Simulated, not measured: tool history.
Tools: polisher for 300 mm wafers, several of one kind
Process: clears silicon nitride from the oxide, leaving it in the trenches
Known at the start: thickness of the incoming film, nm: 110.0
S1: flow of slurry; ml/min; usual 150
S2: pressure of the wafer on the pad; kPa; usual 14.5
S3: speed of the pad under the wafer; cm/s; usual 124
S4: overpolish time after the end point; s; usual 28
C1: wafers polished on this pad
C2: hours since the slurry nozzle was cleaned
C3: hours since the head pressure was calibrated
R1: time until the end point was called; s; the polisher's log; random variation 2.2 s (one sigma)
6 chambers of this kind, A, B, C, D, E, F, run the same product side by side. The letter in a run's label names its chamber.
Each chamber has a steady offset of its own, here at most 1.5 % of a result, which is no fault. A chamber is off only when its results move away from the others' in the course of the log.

run,hour,S1,S2,S3,S4,C1,C2,C3,R1
1A,5.4,150,14.5,124,28,918,83.6,39.9,120.690
2C,11.5,150,14.5,124,28,1274,52.4,677.2,113.090
# hour 16.7: chamber F: worn pad replaced by a new one
3D,19.3,150,14.5,124,28,314,87.7,403.8,117.830
4F,27.1,150,14.5,124,28,51,235.5,75.8,119.840
# hour 30.9: chamber A: worn pad replaced by a new one
# hour 31.3: chamber C: worn pad replaced by a new one
5B,31.9,150,14.5,124,28,351,224.5,172.3,117.590
6E,38.6,150,14.5,124,28,540,279.1,172.5,116.140
7D,46.4,150,14.5,154,28,446,114.8,430.9,98.428
8F,52.8,150,14.5,154,28,176,261.2,101.5,95.505
9C,59.9,150,14.5,154,28,139,100.8,725.6,95.106
10E,66.1,150,14.5,154,28,674,306.6,200.0,92.784
11B,73.4,150,14.5,154,28,554,266.0,213.8,93.457
12A,80.6,150,14.5,154,28,242,158.8,115.1,92.836
# hour 80.8: chamber E: worn pad replaced by a new one
13C,88.1,150,14.5,124,28,277,129.0,753.8,120.080
# hour 91.3: chamber D: worn pad replaced by a new one
14A,94.7,150,14.5,124,28,311,172.9,129.2,119.860
15E,102.3,150,14.5,124,28,105,342.8,236.2,116.820
# hour 105.5: chamber B: worn pad replaced by a new one
16D,108.6,150,12.4,166,28,84,177.0,493.1,106.500
# hour 108.9: chamber E: slurry nozzle cleaned
17B,114.7,150,12.4,166,28,45,307.3,255.1,103.770
18F,119.4,150,12.4,166,28,502,327.8,168.1,100.400
# hour 121.7: chamber B: slurry nozzle cleaned
19C,126.9,150,12.4,166,28,467,167.8,792.6,100.490
20F,130.6,150,12.4,166,28,557,339.0,179.3,104.650
21B,137.5,150,12.4,166,28,156,15.9,277.9,100.900
22A,142.0,150,14.5,124,28,543,220.2,176.5,116.380
23D,148.4,150,14.5,124,28,279,216.8,532.9,118.070
# hour 152.1: chamber F: worn pad replaced by a new one
24E,156.6,150,14.5,124,28,370,47.7,290.5,118.020
25A,160.9,150,14.5,124,28,635,239.1,195.4,123.130
26E,167.8,150,14.5,124,39,425,58.9,301.7,118.430
27B,174.7,150,14.5,124,39,338,53.1,315.1,118.810
28C,182.2,150,14.5,124,39,737,223.1,847.9,119.090
# hour 182.7: chamber C: slurry nozzle cleaned
29D,188.4,150,14.5,124,39,474,256.8,572.9,116.960
30F,194.1,150,14.5,124,39,205,402.5,242.8,122.160
31D,201.4,150,14.5,124,39,538,269.8,585.9,122.140
32C,207.2,150,14.5,124,28,859,24.6,872.9,118.740
33B,210.9,150,14.5,124,28,515,89.3,351.3,115.050
# hour 212.8: chamber D: worn pad replaced by a new one
34E,218.1,150,18.6,124,38,671,109.2,352.0,91.414
# hour 219.3: chamber A: worn pad replaced by a new one
35F,224.4,150,18.6,124,38,353,432.8,273.1,91.380
36A,230.5,150,18.6,124,38,54,308.7,265.0,93.410
37B,234.8,150,18.6,124,38,632,113.2,375.2,92.161
# hour 235.4: chamber E: worn pad replaced by a new one
38C,240.9,150,18.6,124,38,1024,58.3,906.6,90.609
# hour 245.2: chamber B: worn pad replaced by a new one
39A,247.0,150,18.6,124,38,135,325.2,281.5,92.746
40E,250.7,150,14.5,124,28,75,141.8,384.6,116.370
41F,256.6,150,14.5,124,28,510,465.0,305.3,118.760
42D,261.2,150,14.5,124,28,236,329.6,645.7,125.050
43B,267.9,150,14.5,124,28,111,146.3,408.3,117.100

All 6 chambers run these settings next. Forecast each chamber's results:
44A,274.0,150,14.5,124,28,,,,?
44B,274.0,150,14.5,124,28,,,,?
44C,274.0,150,14.5,124,28,,,,?
44D,274.0,150,14.5,124,28,,,,?
44E,274.0,150,14.5,124,28,,,,?
44F,274.0,150,14.5,124,28,,,,?

run,R1
44A,115.530
44B,115.780
44C,117.980
44D,122.110
44E,117.670
44F,119.150

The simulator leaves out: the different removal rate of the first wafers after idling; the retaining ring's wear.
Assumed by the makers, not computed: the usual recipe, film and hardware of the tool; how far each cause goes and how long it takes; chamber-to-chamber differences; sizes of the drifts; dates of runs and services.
